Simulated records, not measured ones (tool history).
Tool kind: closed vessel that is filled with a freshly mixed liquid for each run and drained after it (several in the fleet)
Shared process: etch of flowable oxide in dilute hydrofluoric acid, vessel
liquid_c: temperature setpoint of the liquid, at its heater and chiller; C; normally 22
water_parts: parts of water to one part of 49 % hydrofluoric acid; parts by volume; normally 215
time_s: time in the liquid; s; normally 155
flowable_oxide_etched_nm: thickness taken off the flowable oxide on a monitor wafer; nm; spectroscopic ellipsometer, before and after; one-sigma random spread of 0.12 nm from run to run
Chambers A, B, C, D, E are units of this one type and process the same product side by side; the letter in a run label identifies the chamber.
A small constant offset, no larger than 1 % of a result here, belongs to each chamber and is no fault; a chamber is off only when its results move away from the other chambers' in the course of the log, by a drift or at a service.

run     day  liquid_c  water_parts  time_s  hours since the thermometer was replaced  hours since the hydrofluoric acid flow meter was replaced  read-back film thickness of the flowable oxide reference wafer, read on the same gauge (nm)  flowable_oxide_etched_nm
 1E   0.362        22          215     155                                      23.6                                                      270.2                                                                                       90.007                    21.729
 2C   0.729        22          215     155                                    1443.8                                                       64.4                                                                                       90.005                    21.477
 3B   1.375        22          215     155                                    1292.5                                                     1071.8                                                                                       89.994                     21.51
 4A   1.929        22          215     155                                     177.9                                                     1483.2                                                                                       89.996                    21.618
 5D    2.35        22          215     155                                     483.1                                                      491.2                                                                                       90.012                    21.572
 6C   2.792        22          215     155                                    1493.3                                                      113.9                                                                                       90.003                     21.22
      3.221  -- chamber B: thermometer replaced
 7D   3.292        22          215     155                                     505.7                                                      513.8                                                                                       90.017                    21.481
 8E   3.658        22          215     155                                     102.7                                                      349.3                                                                                       89.998                    21.518
 9B   4.238        22          215     155                                      24.5                                                     1140.5                                                                                       90.005                    21.539
10A   4.742        22          215     155                                     245.4                                                     1550.7                                                                                       90.009                    21.654
11E   5.054        22          215     155                                     136.2                                                      382.8                                                                                       90.005                    21.595
12C   5.725        22          215     155                                    1563.7                                                      184.3                                                                                       90.015                    21.461
      5.904  -- chamber D: hydrofluoric acid flow meter replaced
13B   6.079        22          215     155                                      68.7                                                     1184.7                                                                                       89.991                    21.565
      6.396  -- chamber A: hydrofluoric acid flow meter replaced
14D   6.496        22          215     155                                     582.6                                                       14.2                                                                                       90.016                    21.313
15A   7.167      19.5          270     155                                     303.6                                                       18.5                                                                                        89.99                    14.935
16A   7.579      19.5          270     155                                     313.5                                                       28.4                                                                                       90.002                    14.891
17B   8.146      19.5          270     155                                     118.3                                                     1234.3                                                                                       90.008                     14.81
18D   8.508      19.5          270     155                                     630.9                                                       62.5                                                                                           90                    14.741
19E   8.838      19.5          270     155                                       227                                                      473.6                                                                                       90.001                    14.628
20C    9.15        22          215     155                                    1645.9                                                      266.5                                                                                           90                    21.486
21E   9.571        19          215      95                                     244.6                                                      491.2                                                                                       89.995                    11.532
22A  10.242        19          215      95                                     377.4                                                       92.3                                                                                       89.997                    11.771
23B  10.542        19          215      95                                     175.8                                                     1291.8                                                                                       90.015                    11.822
24D  11.079        19          215      95                                     692.6                                                      124.2                                                                                       90.003                    11.697
25C  11.667        19          215      95                                    1706.3                                                      326.9                                                                                       89.991                    11.724
26D  12.179        22          215     155                                       719                                                      150.6                                                                                        90.01                    21.523
27E  12.629        22          215     155                                       318                                                      564.6                                                                                       90.002                    20.872
28C   13.05        22          215     105                                    1739.5                                                      360.1                                                                                           90                    14.505
29A  13.392        22          215     105                                       453                                                      167.9                                                                                       90.024                    14.791
30B  13.746        22          215     105                                     252.7                                                     1368.7                                                                                       90.001                    14.602
31D  14.204        22          215     105                                     767.6                                                      199.2                                                                                           90                    14.774
32B  14.617        22          215     105                                     273.6                                                     1389.6                                                                                       90.001                    14.514
33C    15.1        22          215     155                                    1788.7                                                      409.3                                                                                       90.029                    21.485
34A  15.579        22          215     155                                     505.5                                                      220.4                                                                                       89.994                    21.745
35E  16.042        22          215     155                                     399.9                                                      646.5                                                                                       89.983                    20.692
36A  16.404        22          215     155                                     525.3                                                      240.2                                                                                       90.006                    21.849
37B  16.733        22          215     155                                     324.4                                                     1440.4                                                                                       90.001                    21.558
38D  17.408        22          215     155                                     844.5                                                      276.1                                                                                       89.999                    21.477
39E  17.796        22          215     155                                       442                                                      688.6                                                                                       89.986                    20.344
40C  18.229        22          215     155                                    1863.8                                                      484.4                                                                                       90.004                    21.711
41E  18.554        22          215     155                                     460.2                                                      706.8                                                                                       90.006                    20.296
42C  19.062        22          215     155                                    1883.8                                                      504.4                                                                                       89.992                    21.556
43D  19.662        22          215     155                                     898.6                                                      330.2                                                                                           90                     21.75

Is one chamber out of step, is the gauge drifting, or do the chambers differ by no more than their own small offsets? For an off chamber, give its letter and the likeliest cause.

It is chamber E that slowly wanders off from its peers.
What lies behind it: hydrofluoric acid flow below the setpoint (%) = 5.99.
From this log alone, it may not be told apart from: liquid colder than its thermometer reads (K).

Which of the 4 candidates below, each the usual settings with something changed and its results left as question marks, puts chamber E back in line with what the other chambers give on the usual settings?
A result is in line if it is within this distance of the other chambers' mean on the usual settings: flowable_oxide_etched_nm 0.42 nm
44E-1  20.162        22          215     145                                                                                                                                                                                                                           ?
44E-2  20.162        22          215     140                                                                                                                                                                                                                           ?
44E-3  20.162        22          210     160                                                                                                                                                                                                                           ?
44E-4  20.162        25          215     155                                                                                                                                                                                                                           ?

Usual-settings mean across the other chambers: flowable_oxide_etched_nm 21.561 nm
  run  flowable_oxide_etched_nm
44E-1                    18.829
44E-2                     18.18
44E-3                    21.385
44E-4                    22.432
Change 44E-3 lands the chamber within the allowed miss of the other chambers.

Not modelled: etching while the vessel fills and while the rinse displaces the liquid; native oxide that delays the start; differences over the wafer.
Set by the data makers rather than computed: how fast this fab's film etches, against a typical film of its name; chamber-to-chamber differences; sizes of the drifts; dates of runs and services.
